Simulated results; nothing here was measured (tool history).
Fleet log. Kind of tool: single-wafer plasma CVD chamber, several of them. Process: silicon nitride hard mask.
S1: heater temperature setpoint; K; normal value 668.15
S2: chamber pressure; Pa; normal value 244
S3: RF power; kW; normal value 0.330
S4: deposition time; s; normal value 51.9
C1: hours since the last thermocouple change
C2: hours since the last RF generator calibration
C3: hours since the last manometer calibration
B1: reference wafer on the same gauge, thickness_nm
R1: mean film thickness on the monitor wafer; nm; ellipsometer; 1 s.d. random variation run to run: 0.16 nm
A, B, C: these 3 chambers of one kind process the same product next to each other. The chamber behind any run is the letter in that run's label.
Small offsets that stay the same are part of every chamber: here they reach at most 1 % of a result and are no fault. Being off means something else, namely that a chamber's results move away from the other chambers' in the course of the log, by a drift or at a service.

| run | hour | S1 | S2 | S3 | S4 | C1 | C2 | C3 | B1 | R1 |
|---|---|---|---|---|---|---|---|---|---|---|
|  | 2.5 | chamber B: RF generator calibrated |
| 1C | 6.9 | 668.15 | 244 | 0.330 | 51.9 | 1414.9 | 1089.3 | 966.4 | 76.920 | 65.981 |
| 2A | 14.7 | 668.15 | 244 | 0.330 | 51.9 | 2305.6 | 1958.2 | 1104.7 | 76.864 | 65.633 |
| 3B | 26.7 | 668.15 | 244 | 0.330 | 51.9 | 138.2 | 24.2 | 1711.1 | 76.911 | 66.076 |
| 4A | 38.5 | 668.15 | 244 | 0.330 | 51.9 | 2329.4 | 1982.0 | 1128.5 | 76.863 | 66.016 |
| 5C | 48.9 | 668.15 | 244 | 0.330 | 51.9 | 1456.9 | 1131.3 | 1008.4 | 76.865 | 66.003 |
| 6B | 56.7 | 668.15 | 244 | 0.330 | 51.9 | 168.2 | 54.2 | 1741.1 | 76.902 | 65.951 |
| 7C | 62.6 | 668.15 | 244 | 0.330 | 51.9 | 1470.6 | 1145.0 | 1022.1 | 76.950 | 65.805 |
|  | 64.4 | chamber C: thermocouple changed; heater temperature recalibrated |
| 8A | 74.6 | 668.15 | 244 | 0.330 | 51.9 | 2365.5 | 2018.1 | 1164.6 | 76.903 | 65.938 |
| 9B | 81.5 | 674.15 | 244 | 0.330 | 51.9 | 193.0 | 79.0 | 1765.9 | 76.892 | 65.959 |
| 10A | 90.7 | 674.15 | 244 | 0.330 | 51.9 | 2381.6 | 2034.2 | 1180.7 | 76.903 | 65.877 |
| 11B | 99.3 | 674.15 | 244 | 0.330 | 51.9 | 210.8 | 96.8 | 1783.7 | 76.889 | 65.745 |
|  | 104.3 | chamber A: capacitance manometer re-zeroed and calibrated |
| 12C | 110.3 | 668.15 | 244 | 0.330 | 57.4 | 45.9 | 1192.7 | 1069.8 | 76.859 | 73.096 |
| 13A | 116.5 | 668.15 | 244 | 0.330 | 57.4 | 2407.4 | 2060.0 | 12.2 | 76.920 | 73.084 |
| 14C | 124.2 | 668.15 | 244 | 0.330 | 57.4 | 59.8 | 1206.6 | 1083.7 | 76.894 | 72.610 |
| 15B | 131.8 | 668.15 | 244 | 0.330 | 51.9 | 243.3 | 129.3 | 1816.2 | 76.928 | 65.895 |
| 16A | 137.1 | 668.15 | 244 | 0.330 | 51.9 | 2428.0 | 2080.6 | 32.8 | 76.914 | 65.945 |
| 17C | 143.3 | 668.15 | 188 | 0.330 | 51.9 | 78.9 | 1225.7 | 1102.8 | 76.922 | 61.245 |
| 18B | 149.9 | 668.15 | 188 | 0.330 | 51.9 | 261.4 | 147.4 | 1834.3 | 76.887 | 61.079 |
| 19C | 161.2 | 668.15 | 188 | 0.330 | 51.9 | 96.8 | 1243.6 | 1120.7 | 76.894 | 60.902 |
| 20B | 172.7 | 668.15 | 244 | 0.330 | 51.9 | 284.2 | 170.2 | 1857.1 | 76.905 | 65.974 |
| 21A | 183.5 | 668.15 | 244 | 0.330 | 51.9 | 2474.4 | 2127.0 | 79.2 | 76.947 | 65.973 |
| 22B | 189.1 | 668.15 | 219 | 0.330 | 46.8 | 300.6 | 186.6 | 1873.5 | 76.855 | 57.549 |
| 23A | 197.7 | 668.15 | 219 | 0.330 | 46.8 | 2488.6 | 2141.2 | 93.4 | 76.875 | 57.552 |
| 24C | 203.9 | 668.15 | 219 | 0.330 | 46.8 | 139.5 | 1286.3 | 1163.4 | 76.933 | 57.608 |
| 25B | 212.4 | 668.15 | 244 | 0.330 | 46.8 | 323.9 | 209.9 | 1896.8 | 76.915 | 59.555 |

Predict what each chamber gives when all 3 of them run the settings below next.
| 26A | 221.0 | 668.15 | 244 | 0.355 | 51.9 |  |  |  |  | ? |
| 26B | 221.0 | 668.15 | 244 | 0.355 | 51.9 |  |  |  |  | ? |
| 26C | 221.0 | 668.15 | 244 | 0.355 | 51.9 |  |  |  |  | ? |

| run | R1 |
|---|---|
| 26A | 68.685 |
| 26B | 68.753 |
| 26C | 68.920 |
